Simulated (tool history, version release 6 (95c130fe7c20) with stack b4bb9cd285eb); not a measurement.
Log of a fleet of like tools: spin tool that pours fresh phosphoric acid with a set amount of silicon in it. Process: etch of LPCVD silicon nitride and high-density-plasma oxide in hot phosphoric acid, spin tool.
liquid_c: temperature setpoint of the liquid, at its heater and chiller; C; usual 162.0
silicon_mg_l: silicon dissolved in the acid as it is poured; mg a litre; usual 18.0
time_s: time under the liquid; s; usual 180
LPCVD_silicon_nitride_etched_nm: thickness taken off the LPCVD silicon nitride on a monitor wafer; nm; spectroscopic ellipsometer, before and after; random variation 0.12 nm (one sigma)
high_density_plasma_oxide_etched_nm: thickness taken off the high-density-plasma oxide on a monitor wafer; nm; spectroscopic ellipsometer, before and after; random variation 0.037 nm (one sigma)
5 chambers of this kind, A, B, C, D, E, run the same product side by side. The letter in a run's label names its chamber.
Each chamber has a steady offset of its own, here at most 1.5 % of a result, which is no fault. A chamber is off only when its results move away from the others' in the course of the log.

| run | hour | liquid_c | silicon_mg_l | time_s | hours since the thermometer was replaced | hours since the dissolved silicon flow meter was replaced | hours since the heated supply line was repaired | read-back film thickness of the LPCVD silicon nitride reference wafer, read on the same gauge (nm) | read-back film thickness of the high-density-plasma oxide reference wafer, read on the same gauge (nm) | LPCVD_silicon_nitride_etched_nm | high_density_plasma_oxide_etched_nm |
|---|---|---|---|---|---|---|---|---|---|---|---|
| 1E | 15.6 | 162.0 | 18.0 | 180 | 1075.3 | 1078.4 | 94.6 | 140.00 | 110.01 | 16.4430 | 0.34742 |
| 2A | 26.6 | 162.0 | 18.0 | 180 | 31.6 | 1530.3 | 349.6 | 140.00 | 110.01 | 16.2250 | 0.26684 |
|  | 35.7 | chamber A: dissolved silicon flow meter replaced |
| 3B | 39.6 | 162.0 | 18.0 | 180 | 740.9 | 293.9 | 3612.6 | 139.99 | 109.99 | 16.1290 | 0.31557 |
| 4D | 51.3 | 162.0 | 18.0 | 180 | 388.2 | 649.2 | 2181.1 | 140.00 | 110.02 | 15.9770 | 0.33575 |
| 5C | 63.2 | 160.5 | 8.5 | 180 | 373.1 | 427.0 | 543.2 | 139.98 | 110.00 | 15.5840 | 0.43909 |
| 6C | 72.5 | 160.5 | 8.5 | 180 | 382.4 | 436.3 | 552.5 | 140.01 | 110.00 | 15.3820 | 0.32903 |
| 7E | 85.7 | 160.5 | 8.5 | 180 | 1145.4 | 1148.5 | 164.7 | 140.01 | 110.00 | 15.5240 | 0.37090 |
|  | 94.4 | chamber B: heated supply line repaired |
| 8B | 95.4 | 160.5 | 8.5 | 180 | 796.7 | 349.7 | 1.0 | 139.99 | 109.99 | 15.4630 | 0.35665 |
| 9D | 106.6 | 160.5 | 8.5 | 180 | 443.5 | 704.5 | 2236.4 | 139.99 | 110.00 | 15.2280 | 0.44159 |
| 10A | 120.1 | 162.0 | 18.0 | 180 | 125.1 | 84.4 | 443.1 | 140.01 | 110.02 | 16.4710 | 0.36110 |
| 11C | 130.0 | 161.0 | 18.0 | 110 | 439.9 | 493.8 | 610.0 | 140.00 | 110.00 | 9.6349 | 0.20101 |
| 12A | 140.6 | 161.0 | 18.0 | 110 | 145.6 | 104.9 | 463.6 | 140.02 | 109.99 | 9.6914 | 0.16613 |
| 13E | 147.7 | 161.0 | 18.0 | 110 | 1207.4 | 1210.5 | 226.7 | 139.97 | 110.01 | 9.6071 | 0.17058 |
| 14B | 157.5 | 161.0 | 18.0 | 110 | 858.8 | 411.8 | 63.1 | 139.99 | 110.01 | 9.5150 | 0.24783 |
| 15D | 169.9 | 161.0 | 18.0 | 110 | 506.8 | 767.8 | 2299.7 | 139.98 | 109.99 | 9.5093 | 0.18444 |
| 16E | 183.5 | 162.0 | 18.0 | 180 | 1243.2 | 1246.3 | 262.5 | 140.02 | 110.00 | 16.1730 | 0.35959 |
| 17C | 199.2 | 162.0 | 18.0 | 180 | 509.1 | 563.0 | 679.2 | 140.03 | 110.04 | 16.0150 | 0.29722 |
| 18B | 210.8 | 162.0 | 18.0 | 180 | 912.1 | 465.1 | 116.4 | 140.02 | 110.03 | 16.1280 | 0.43155 |
| 19A | 223.5 | 159.5 | 18.0 | 180 | 228.5 | 187.8 | 546.5 | 140.01 | 109.98 | 14.7960 | 0.30264 |
| 20D | 236.7 | 159.5 | 18.0 | 180 | 573.6 | 834.6 | 2366.5 | 139.98 | 110.00 | 15.0690 | 0.27176 |
| 21A | 246.1 | 159.5 | 18.0 | 180 | 251.1 | 210.4 | 569.1 | 139.99 | 109.97 | 14.9310 | 0.27053 |
| 22C | 255.9 | 159.5 | 18.0 | 180 | 565.8 | 619.7 | 735.9 | 139.99 | 110.00 | 14.3200 | 0.23588 |
| 23D | 270.2 | 159.5 | 18.0 | 180 | 607.1 | 868.1 | 2400.0 | 140.03 | 110.00 | 14.9300 | 0.23427 |
| 24B | 277.2 | 162.0 | 18.0 | 180 | 978.5 | 531.5 | 182.8 | 140.00 | 110.03 | 16.1250 | 0.36655 |
| 25E | 287.8 | 162.0 | 18.0 | 180 | 1347.5 | 1350.6 | 366.8 | 140.03 | 110.00 | 16.0850 | 0.34106 |
| 26B | 298.7 | 161.0 | 30.5 | 180 | 1000.0 | 553.0 | 204.3 | 139.98 | 109.99 | 15.5550 | 0.19898 |
| 27E | 309.8 | 161.0 | 30.5 | 180 | 1369.5 | 1372.6 | 388.8 | 140.00 | 110.02 | 15.6690 | 0.20883 |
| 28D | 323.2 | 161.0 | 30.5 | 180 | 660.1 | 921.1 | 2453.0 | 139.99 | 110.02 | 15.6880 | 0.19769 |
| 29A | 334.9 | 161.0 | 30.5 | 180 | 339.9 | 299.2 | 657.9 | 140.00 | 110.02 | 15.6480 | 0.20967 |
| 30C | 342.1 | 161.0 | 30.5 | 180 | 652.0 | 705.9 | 822.1 | 139.99 | 109.97 | 14.6980 | 0.14540 |
| 31C | 352.6 | 162.0 | 18.0 | 180 | 662.5 | 716.4 | 832.6 | 139.99 | 110.00 | 15.3340 | 0.22934 |
| 32E | 366.1 | 162.0 | 18.0 | 180 | 1425.8 | 1428.9 | 445.1 | 140.01 | 109.97 | 16.3420 | 0.34894 |
| 33A | 377.0 | 162.0 | 18.0 | 180 | 382.0 | 341.3 | 700.0 | 139.98 | 109.99 | 16.2560 | 0.32296 |

What goes on in this fleet: one chamber off, a drifting gauge, or nothing beyond the chambers' own small offsets? Name the chamber and the cause, if any.

Chamber C drifts away from the others.
Cause: temperature lost on the way to the wafer (K) = 2.35.
The log may not tell that from: liquid colder than its thermometer reads (K).

Here are 4 candidates for chamber C's next run, each the usual settings with a change, their results left as question marks. Which one brings its results back in line with what the others give on the usual settings?
In line means no further than this from the other chambers' mean on the usual settings: LPCVD_silicon_nitride_etched_nm 0.4200 nm; high_density_plasma_oxide_etched_nm 0.13000 nm
| 34C-1 | 388.3 | 162.0 | 19.0 | 175 |  |  |  |  |  | ? | ? |
| 34C-2 | 388.3 | 162.5 | 14.5 | 190 |  |  |  |  |  | ? | ? |
| 34C-3 | 388.3 | 161.5 | 21.5 | 170 |  |  |  |  |  | ? | ? |
| 34C-4 | 388.3 | 162.0 | 17.0 | 185 |  |  |  |  |  | ? | ? |

The other chambers' mean on the usual settings: LPCVD_silicon_nitride_etched_nm 16.2200 nm; high_density_plasma_oxide_etched_nm 0.32959 nm
| run | LPCVD_silicon_nitride_etched_nm | high_density_plasma_oxide_etched_nm |
|---|---|---|
| 34C-1 | 14.6050 | 0.25662 |
| 34C-2 | 16.1260 | 0.32528 |
| 34C-3 | 13.9560 | 0.22369 |
| 34C-4 | 15.4400 | 0.28636 |
34C-2 brings the chamber back in line.
